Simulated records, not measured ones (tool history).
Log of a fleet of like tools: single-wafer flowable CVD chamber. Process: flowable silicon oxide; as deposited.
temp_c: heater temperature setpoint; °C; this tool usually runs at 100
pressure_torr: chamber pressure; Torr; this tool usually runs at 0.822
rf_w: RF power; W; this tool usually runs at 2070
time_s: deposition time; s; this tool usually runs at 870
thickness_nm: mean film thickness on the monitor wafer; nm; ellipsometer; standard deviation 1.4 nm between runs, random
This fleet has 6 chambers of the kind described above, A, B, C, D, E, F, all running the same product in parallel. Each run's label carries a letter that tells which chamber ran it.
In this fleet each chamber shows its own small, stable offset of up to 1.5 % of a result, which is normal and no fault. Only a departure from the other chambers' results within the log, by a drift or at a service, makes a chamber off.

| run | hour | temp_c | pressure_torr | rf_w | time_s | read-back reference wafer on the same gauge, thickness_nm | thickness_nm |
|---|---|---|---|---|---|---|---|
| 1D | 4.8 | 100 | 0.822 | 2070 | 870 | 450.65 | 549.76 |
| 2B | 13.3 | 100 | 0.822 | 2070 | 870 | 451.20 | 552.17 |
| 3A | 22.8 | 100 | 0.822 | 2070 | 870 | 450.67 | 552.97 |
| 4E | 27.3 | 100 | 0.822 | 2070 | 870 | 450.73 | 543.70 |
| 5C | 32.2 | 100 | 0.822 | 2070 | 870 | 450.82 | 547.24 |
| 6F | 39.0 | 100 | 0.822 | 2070 | 870 | 451.04 | 548.72 |
| 7C | 47.2 | 100 | 0.822 | 2070 | 870 | 450.88 | 548.95 |
|  | 53.7 | chamber C: RF generator calibrated |
| 8A | 54.9 | 100 | 0.822 | 2070 | 870 | 451.00 | 554.28 |
| 9B | 61.6 | 100 | 0.822 | 2070 | 870 | 450.86 | 553.64 |
| 10F | 67.6 | 100 | 0.822 | 2070 | 870 | 451.12 | 546.83 |
| 11E | 73.5 | 100 | 0.822 | 2070 | 870 | 451.17 | 546.90 |
| 12D | 82.8 | 100 | 0.822 | 2070 | 870 | 450.92 | 549.40 |
| 13D | 91.7 | 100 | 0.822 | 2070 | 870 | 450.94 | 548.55 |
| 14E | 100.2 | 100 | 0.822 | 2070 | 870 | 451.08 | 545.45 |
| 15C | 109.1 | 100 | 0.822 | 2070 | 870 | 450.97 | 548.91 |
| 16B | 115.6 | 100 | 0.822 | 2070 | 870 | 451.15 | 550.73 |
| 17A | 120.3 | 100 | 0.822 | 2070 | 870 | 450.80 | 555.08 |
| 18F | 127.1 | 100 | 0.822 | 2070 | 870 | 451.05 | 546.76 |
| 19D | 135.2 | 100 | 0.822 | 2070 | 870 | 450.84 | 547.70 |
| 20B | 140.7 | 100 | 0.822 | 2070 | 870 | 450.93 | 552.19 |
|  | 148.6 | chamber D: RF generator calibrated |
| 21A | 149.3 | 100 | 0.822 | 2070 | 870 | 450.81 | 554.38 |
| 22C | 158.4 | 100 | 0.822 | 2070 | 870 | 451.08 | 551.92 |
| 23F | 164.9 | 100 | 0.822 | 2070 | 870 | 450.97 | 547.94 |
| 24E | 171.3 | 100 | 0.822 | 2070 | 870 | 451.10 | 543.89 |
| 25B | 180.6 | 100 | 0.822 | 2070 | 870 | 451.35 | 551.57 |
| 26A | 187.3 | 90 | 0.902 | 2070 | 870 | 450.72 | 868.72 |
|  | 193.6 | chamber C: capacitance manometer re-zeroed and calibrated |
| 27E | 194.4 | 90 | 0.902 | 2070 | 870 | 450.99 | 861.97 |
| 28F | 203.3 | 90 | 0.902 | 2070 | 870 | 451.09 | 856.17 |
| 29C | 212.6 | 90 | 0.902 | 2070 | 870 | 450.77 | 867.90 |
| 30D | 218.5 | 90 | 0.902 | 2070 | 870 | 451.10 | 864.23 |
| 31D | 222.8 | 90 | 0.902 | 2070 | 870 | 450.96 | 861.94 |
| 32A | 229.5 | 100 | 0.822 | 2070 | 870 | 450.91 | 554.72 |
| 33B | 235.6 | 100 | 0.822 | 2070 | 870 | 450.91 | 553.11 |
| 34C | 241.5 | 100 | 0.822 | 2070 | 870 | 450.84 | 556.42 |
| 35E | 249.3 | 100 | 0.822 | 2070 | 870 | 450.93 | 545.19 |
| 36F | 254.8 | 105 | 0.822 | 2070 | 870 | 451.28 | 464.43 |
| 37C | 259.2 | 105 | 0.822 | 2070 | 870 | 450.90 | 473.26 |
| 38D | 263.9 | 105 | 0.822 | 2070 | 870 | 450.99 | 464.47 |
| 39F | 271.3 | 105 | 0.822 | 2070 | 870 | 451.22 | 464.27 |
| 40A | 276.7 | 105 | 0.822 | 2070 | 870 | 451.01 | 469.03 |
| 41B | 281.1 | 105 | 0.822 | 2070 | 870 | 450.85 | 468.13 |
| 42E | 289.3 | 100 | 0.822 | 2070 | 870 | 451.18 | 547.56 |
| 43A | 293.8 | 100 | 0.822 | 2070 | 870 | 451.00 | 555.86 |
| 44B | 299.5 | 100 | 0.822 | 2070 | 870 | 451.02 | 554.81 |

Is one chamber off against the others, does the gauge drift, or is nothing wrong? If a chamber is off, say which, and what the likeliest cause is.

It is chamber C that slowly wanders off from its peers.
What lies behind it: wafer temperature below the value expected at the setpoint (K) = 0.681.

Which of the 4 candidates below, each the usual settings with something changed and its results left as question marks, puts chamber C back in line with what the other chambers give on the usual settings?
In line here means within this much of the mean the other chambers give on the usual settings: thickness_nm 4.80 nm
| 45C-1 | 306.5 | 100 | 0.822 | 2070 | 852 |  | ? |
| 45C-2 | 306.5 | 100 | 0.822 | 2085 | 902 |  | ? |
| 45C-3 | 306.5 | 100 | 0.832 | 2070 | 875 |  | ? |
| 45C-4 | 306.5 | 101 | 0.817 | 2070 | 870 |  | ? |

The other chambers' mean on the usual settings: thickness_nm 549.92 nm
| run | thickness_nm |
|---|---|
| 45C-1 | 549.98 |
| 45C-2 | 583.07 |
| 45C-3 | 573.94 |
| 45C-4 | 539.17 |
With 45C-1, the chamber falls back in line with the rest.

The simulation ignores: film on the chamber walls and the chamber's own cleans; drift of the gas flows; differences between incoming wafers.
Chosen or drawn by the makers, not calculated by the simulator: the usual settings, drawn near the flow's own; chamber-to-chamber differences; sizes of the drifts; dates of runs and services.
